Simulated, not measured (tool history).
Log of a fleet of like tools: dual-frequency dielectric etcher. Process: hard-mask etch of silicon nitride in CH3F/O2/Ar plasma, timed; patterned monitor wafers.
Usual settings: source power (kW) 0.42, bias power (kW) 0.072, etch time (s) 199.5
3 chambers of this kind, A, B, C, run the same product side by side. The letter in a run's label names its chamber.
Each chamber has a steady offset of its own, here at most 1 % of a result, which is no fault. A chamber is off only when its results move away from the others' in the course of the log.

run	hour	source power (kW)	bias power (kW)	etch time (s)	read-back reference wafer on the same gauge, depth_nm	mean etch depth across the wafer (nm)
1A	15.2	0.42	0.072	199.5	116.12	142.09
2B	28.5	0.42	0.072	199.5	116.03	141.67
3C	43.3	0.42	0.072	199.5	115.97	142.64
4A	56.6	0.42	0.072	199.5	115.95	142.77
# hour 57.9: chamber C: wet clean of the chamber
5C	69.8	0.42	0.072	199.5	116.16	140.28
# hour 76.4: chamber A: wet clean of the chamber
6B	79.7	0.36	0.072	222	115.98	147.61
# hour 82.5: chamber C: bias power generator calibrated
7B	88.7	0.36	0.072	222	115.97	148.6
8A	96.7	0.36	0.072	222	116.03	149.99
# hour 108.9: chamber C: source power generator calibrated
9C	111.7	0.42	0.072	199.5	116.11	141.88
10B	125.4	0.42	0.072	199.5	115.98	142.14
11C	134.3	0.42	0.072	199.5	115.96	142.5
12A	144.3	0.42	0.072	199.5	116.05	142.17
13A	157.1	0.42	0.072	199.5	115.97	143.26
14C	164.6	0.42	0.072	199.5	115.94	139.95
15B	173.3	0.42	0.072	199.5	115.96	140.08
16C	187.1	0.42	0.072	199.5	115.94	141.2
17B	200.4	0.42	0.072	199.5	115.95	140.84
18A	213.3	0.42	0.072	199.5	116	143.65
19A	222.5	0.42	0.072	199.5	115.98	142.62
20C	237.8	0.42	0.072	199.5	115.96	141.31
21B	251	0.42	0.072	199.5	116.08	140.05
22B	260.3	0.42	0.062	199.5	116.02	133.4
23C	272.4	0.42	0.062	199.5	115.96	134.95
24A	284.3	0.42	0.062	199.5	116	136.47
25A	298.2	0.42	0.072	199.5	115.9	142.5

Is one chamber off against the others, does the gauge drift, or is nothing wrong? If a chamber is off, say which, and what the likeliest cause is.

No chamber stands off beyond its own small offset, and the gauge holds steady.
